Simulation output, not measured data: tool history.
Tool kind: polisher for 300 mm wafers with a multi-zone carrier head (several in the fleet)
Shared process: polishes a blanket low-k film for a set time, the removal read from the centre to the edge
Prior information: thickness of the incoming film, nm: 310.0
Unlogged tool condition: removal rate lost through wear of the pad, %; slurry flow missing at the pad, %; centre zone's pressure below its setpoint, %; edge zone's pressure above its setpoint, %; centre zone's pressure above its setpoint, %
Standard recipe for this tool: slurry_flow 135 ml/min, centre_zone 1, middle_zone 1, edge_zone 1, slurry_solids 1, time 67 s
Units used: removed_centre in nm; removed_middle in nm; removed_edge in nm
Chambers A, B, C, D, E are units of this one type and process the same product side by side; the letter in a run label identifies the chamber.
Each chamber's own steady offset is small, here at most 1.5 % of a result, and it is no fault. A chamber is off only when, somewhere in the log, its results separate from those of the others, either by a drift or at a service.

run,hour,slurry_flow,centre_zone,middle_zone,edge_zone,slurry_solids,time,wafers polished on this pad,hours since the slurry nozzle was cleaned,hours since the centre zone pressure was calibrated,hours since the edge zone pressure was calibrated,removed_centre,removed_middle,removed_edge
1D,3.9,135,1,1,1,1,67,492,182.5,615.4,309.5,16.589,16.492,16.962
2B,6.1,135,1,1,1,1,67,166,27.8,995.7,480.5,16.47,16.966,16.753
3E,9,135,1,1,1,1,67,132,236.1,490.2,884.7,16.916,16.627,16.326
4C,13,135,1,1,1,1,67,400,295.8,864,444.9,16.448,16.792,17.124
# hour 13.6: chamber D: centre zone pressure recalibrated
5A,17.3,135,1,1,1,1,67,1029,670.5,373.1,519.8,17.02,16.711,16.626
# hour 19.3: chamber D: slurry nozzle cleaned
6C,21.6,135,0.91,1,1,1.2,67,487,304.4,872.6,453.5,16.104,18.259,17.835
7E,24.3,135,0.91,1,1,1.2,67,285,251.4,505.5,900,16.23,18,17.822
# hour 27.3: chamber C: centre zone pressure recalibrated
8D,27.4,135,0.91,1,1,1.2,67,728,8.1,13.8,333,16.142,17.89,18.622
9B,31.1,135,0.91,1,1,1.2,67,417,52.8,1020.7,505.5,16.414,18.419,17.929
# hour 31.4: chamber A: worn pad replaced by a new one
10A,33.1,135,0.91,1,1,1.2,67,17,686.3,388.9,535.6,16.488,18.192,17.667
11E,37,135,1,1,1,1,67,413,264.1,518.2,912.7,16.544,16.685,16.363
# hour 39.5: chamber A: edge zone pressure recalibrated
12C,39.5,135,1,1,1,1,67,666,322.3,12.3,471.4,16.62,16.797,16.696
# hour 40.5: chamber D: worn pad replaced by a new one
13A,42.7,135,1,1,1,1,67,113,695.9,398.5,3.2,16.954,16.914,16.637
14D,44.8,135,1,1,1,1,67,43,25.5,31.2,350.4,16.668,16.557,16.928
# hour 46.6: chamber B: worn pad replaced by a new one
15B,47,135,1,1,1,1,67,4,68.7,1036.6,521.4,16.717,16.894,16.339
16D,50.5,135,1,1,1,1,67,100,31.2,36.9,356.1,16.569,16.8,16.691
17B,53.9,135,1,1,1,1,67,73,75.6,1043.5,528.3,16.522,16.767,16.809
18A,57.6,135,1,1,1,1,67,262,710.8,413.4,18.1,16.661,16.639,16.911
19C,61.2,135,1,1,1,1,67,884,344,34,493.1,16.569,16.615,16.971
20E,63.3,135,1,1,1,1,67,677,290.4,544.5,939,16.652,16.739,16.798
21A,65.9,135,1,1,1,1,67,346,719.1,421.7,26.4,16.924,16.733,16.637
22C,69.8,135,1,1,1,1,67,970,352.6,42.6,501.7,16.815,16.446,16.734
# hour 70.8: chamber C: worn pad replaced by a new one
23B,73.2,135,1,1,1,1,67,267,94.9,1062.8,547.6,16.613,16.866,17.227
24D,75.9,135,0.89,1,1,1,67,355,56.6,62.3,381.5,14.662,16.647,16.81
25E,80.3,135,0.89,1,1,1,67,847,307.4,561.5,956,15.006,16.705,16.233
26B,83.6,135,0.89,1,1,1,67,371,105.3,1073.2,558,14.542,16.914,16.289
27C,87.1,135,0.89,1,1,1,67,163,369.9,59.9,519,14.631,16.675,16.939
28D,91.5,135,0.89,1,1,1,67,511,72.2,77.9,397.1,14.737,16.518,16.509
29A,95.8,135,0.93,1,1,1,67,646,749,451.6,56.3,15.423,16.709,16.959
30E,98.2,135,0.93,1,1,1,67,1027,325.3,579.4,973.9,15.439,16.643,16.403
31D,102,135,0.93,1,1,1,67,616,82.7,88.4,407.6,15.236,16.655,16.764
32C,104.2,135,0.93,1,1,1,67,335,387,77,536.1,15.286,16.727,17.218
# hour 104.7: chamber B: worn pad replaced by a new one
33A,106.2,135,0.93,1,1,1,67,750,759.4,462,66.7,15.38,16.637,16.581
34B,109.9,135,1,1,1,1,67,52,131.6,1099.5,584.3,16.381,16.884,16.856
35E,113.6,100,1,1,1.1,1,67,1181,340.7,594.8,989.3,15.301,15.512,16.372
36D,116.2,100,1,1,1.1,1,67,759,96.9,102.6,421.8,15.315,15.286,17.062
# hour 116.5: chamber E: worn pad replaced by a new one
37C,120.1,100,1,1,1.1,1,67,494,402.9,92.9,552,15.465,15.521,17.013
38A,123.4,100,1,1,1.1,1,67,922,776.6,479.2,83.9,15.506,15.516,17.042
39E,127.2,100,1,1,1.1,1,67,108,354.3,608.4,1002.9,15.569,15.398,16.475
40B,131,135,1,1,1,1,67,264,152.7,1120.6,605.4,16.855,16.869,16.97
41B,135.4,135,1,1,1,1,67,308,157.1,1125,609.8,16.499,16.883,17.256

Each of the 5 chambers runs these same settings next. Fill in every chamber's results:
42A,138.6,135,0.93,1,1,1,67,,,,,?,?,?
42B,138.6,135,0.93,1,1,1,67,,,,,?,?,?
42C,138.6,135,0.93,1,1,1,67,,,,,?,?,?
42D,138.6,135,0.93,1,1,1,67,,,,,?,?,?
42E,138.6,135,0.93,1,1,1,67,,,,,?,?,?

run,removed_centre,removed_middle,removed_edge
42A,15.557,16.798,16.69
42B,15.296,16.927,16.721
42C,15.466,16.593,16.68
42D,15.386,16.534,16.596
42E,15.404,16.793,16.857

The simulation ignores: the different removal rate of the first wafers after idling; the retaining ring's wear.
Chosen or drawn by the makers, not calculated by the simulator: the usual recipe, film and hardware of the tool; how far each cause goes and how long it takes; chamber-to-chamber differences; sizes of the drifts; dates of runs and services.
